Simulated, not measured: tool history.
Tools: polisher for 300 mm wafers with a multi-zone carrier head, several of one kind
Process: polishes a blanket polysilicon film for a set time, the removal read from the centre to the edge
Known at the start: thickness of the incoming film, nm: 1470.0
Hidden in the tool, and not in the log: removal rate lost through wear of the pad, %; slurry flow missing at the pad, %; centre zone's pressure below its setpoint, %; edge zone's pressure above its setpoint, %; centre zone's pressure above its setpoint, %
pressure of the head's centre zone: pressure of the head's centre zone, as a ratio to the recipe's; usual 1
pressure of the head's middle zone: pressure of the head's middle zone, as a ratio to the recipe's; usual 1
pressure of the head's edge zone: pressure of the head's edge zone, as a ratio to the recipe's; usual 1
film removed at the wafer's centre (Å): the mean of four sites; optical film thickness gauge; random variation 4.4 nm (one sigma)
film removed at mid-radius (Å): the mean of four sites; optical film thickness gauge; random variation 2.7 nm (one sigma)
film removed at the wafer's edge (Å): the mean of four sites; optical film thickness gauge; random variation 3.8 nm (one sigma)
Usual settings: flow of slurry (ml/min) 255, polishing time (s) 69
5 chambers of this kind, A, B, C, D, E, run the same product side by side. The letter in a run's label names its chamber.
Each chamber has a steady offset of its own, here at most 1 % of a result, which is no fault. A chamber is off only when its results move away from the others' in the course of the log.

run,hour,flow of slurry (ml/min),pressure of the head's centre zone,pressure of the head's middle zone,pressure of the head's edge zone,polishing time (s),wafers polished on this pad,hours since the slurry nozzle was cleaned,hours since the centre zone pressure was calibrated,hours since the edge zone pressure was calibrated,film removed at the wafer's centre (Å),film removed at mid-radius (Å),film removed at the wafer's edge (Å)
1B,3.2,255,1,1,1,69,454,743.7,501.8,6.9,3081.2,3151.8,3161
2D,5.2,255,1,1,1,69,206,309.6,454.6,449.5,3102.8,3123.5,3178.3
3C,8.6,255,1,1,1,69,655,82.1,87.3,59.5,3097.7,3223.2,3201.3
4A,12.3,255,1,1,1,69,632,732.1,1298.9,323.2,3132,3083.3,3219.6
5E,15.4,255,1,1,1,69,660,403.9,473.4,763.6,3148.2,3149.1,3209.4
6A,18.1,255,1,1,1,69,670,737.9,1304.7,329,3160.5,3095.4,3148.9
7E,20.1,255,1,1,1,69,690,408.6,478.1,768.3,3103.2,3092.7,3164.2
8C,23.4,255,1,1,1,69,750,96.9,102.1,74.3,3105.2,3184.2,3136
9B,26.8,255,1,1,1,69,605,767.3,525.4,30.5,3185.6,3157.5,3113.1
10D,29.2,255,1,1,0.96,69,360,333.6,478.6,473.5,3063.6,3142.1,3050.5
11D,33.1,255,1,1,0.96,69,385,337.5,482.5,477.4,3057.4,3180.4,3027.3
# hour 34.4: chamber B: slurry nozzle cleaned
12B,35.8,255,1,1,0.96,69,663,1.4,534.4,39.5,3057.7,3151.9,3135.4
# hour 36: chamber B: worn pad replaced by a new one
13A,39.9,255,1,1,0.96,69,810,759.7,1326.5,350.8,3144,3136.1,3043.9
14C,44.4,255,1,1,0.96,69,885,117.9,123.1,95.3,3134.8,3137.9,3059
15E,46.5,255,1,1,1,69,860,435,504.5,794.7,3124.6,3159.6,3135
16A,49.2,255,1,1,1,69,870,769,1335.8,360.1,3085.5,3122,3127.8
17E,52.4,255,1,1,1,69,898,440.9,510.4,800.6,3107.6,3125.2,3134.5
18B,55.7,255,1,1,1,69,126,21.3,554.3,59.4,3107.3,3127.2,3111.7
# hour 57.3: chamber A: slurry nozzle cleaned
19C,60.3,255,1,1,1,69,987,133.8,139,111.2,3081.1,3118.2,3055.5
# hour 61.2: chamber C: worn pad replaced by a new one
20D,63.5,255,1,1,1,69,581,367.9,512.9,507.8,3102.4,3154.3,3082.6
21C,67.2,255,1,1,1,69,38,140.7,145.9,118.1,3051.9,3177.8,3097.1
22E,69.9,255,1,1,1,69,1011,458.4,527.9,818.1,3132.7,3099.2,3126.7
# hour 70.6: chamber D: centre zone pressure recalibrated
# hour 71.4: chamber D: slurry nozzle cleaned
23D,72.5,255,1,1,1,69,639,1.2,2,516.8,2765.4,3098,3103.7
24B,75.6,255,1,1,1,69,254,41.2,574.2,79.3,3122,3073,3048.5
# hour 77.7: chamber A: centre zone pressure recalibrated
25A,79.8,255,1,1,1,69,1067,22.5,2.2,390.7,3112.9,3135.5,3104.2
26C,82.9,255,1,0.9,1,86,139,156.4,161.6,133.8,3933.2,3588.4,3963.6
27D,86.6,255,1,0.9,1,86,729,15.3,16.1,530.9,3477.1,3547.5,3854.6
28B,89.3,255,1,0.9,1,86,342,54.9,587.9,93,3840.1,3510.4,3878.3
29E,92.6,255,1,0.9,1,86,1157,481.1,550.6,840.8,3955.6,3578.7,3897.6
30A,96.1,255,1,0.9,1,86,1171,38.8,18.5,407,3922.6,3549,3906.3
31B,98.2,255,0.96,1.04,1,69,400,63.8,596.8,101.9,2933.5,3215.7,3161.9
32E,100.7,255,0.96,1.04,1,69,1209,489.2,558.7,848.9,3074.2,3218.5,3132.4
33A,105.3,255,0.96,1.04,1,69,1230,48,27.7,416.2,2991.3,3253.6,3210
34C,107.8,255,0.96,1.04,1,69,299,181.3,186.5,158.7,2975.5,3232.3,3075
# hour 109.7: chamber A: worn pad replaced by a new one
35D,110.4,255,0.96,1.04,1,69,882,39.1,39.9,554.7,2595.2,3262.2,3138.5
36C,114.8,255,1,1,1,69,344,188.3,193.5,165.7,3157.2,3158.4,3103.2
37B,118.2,255,1,1,1,69,528,83.8,616.8,121.9,3151.6,3126.1,3110.5
38D,121.9,190,1,1,1,69,956,50.6,51.4,566.2,2639.5,2978,3045.6
39E,125.9,190,1,1,1,69,1371,514.4,583.9,874.1,3055.7,3015,3028.5
# hour 127.3: chamber B: worn pad replaced by a new one
40A,127.9,190,1,1,1,69,117,70.6,50.3,438.8,2994.2,2979.3,3132.8
41B,131.8,190,1,1,1,69,29,97.4,630.4,135.5,2958.3,3001.7,3075.9
42C,134.8,190,1,1,1,69,473,208.3,213.5,185.7,3046.3,3081.9,3043.1

Is one chamber off against the others, does the gauge drift, or is nothing wrong? If a chamber is off, say which, and what the likeliest cause is.

A service left chamber D off against the others.
Cause: centre zone's pressure below its setpoint, % = 10.6.

Here are 4 candidates for chamber D's next run, each the usual settings with a change, their results left as question marks. Which one brings its results back in line with what the others give on the usual settings?
In line means no further than this from the other chambers' mean on the usual settings: film removed at the wafer's centre (Å) 150; film removed at mid-radius (Å) 95; film removed at the wafer's edge (Å) 130
43D-1,138.1,250,0.91,1.03,1.03,68,,,,,?,?,?
43D-2,138.1,240,0.83,1.05,1.05,66,,,,,?,?,?
43D-3,138.1,275,1.17,0.93,0.92,73,,,,,?,?,?
43D-4,138.1,260,1.09,0.97,0.97,70,,,,,?,?,?

The other chambers' mean on the usual settings: film removed at the wafer's centre (Å) 3127.2; film removed at mid-radius (Å) 3138.7; film removed at the wafer's edge (Å) 3134.6
run,film removed at the wafer's centre (Å),film removed at mid-radius (Å),film removed at the wafer's edge (Å)
43D-1,2463.7,3170.4,3122
43D-2,2144,3118.4,3048.7
43D-3,3531.9,3126.5,3194.2
43D-4,3113.2,3098.6,3129
43D-4 brings the chamber back in line.

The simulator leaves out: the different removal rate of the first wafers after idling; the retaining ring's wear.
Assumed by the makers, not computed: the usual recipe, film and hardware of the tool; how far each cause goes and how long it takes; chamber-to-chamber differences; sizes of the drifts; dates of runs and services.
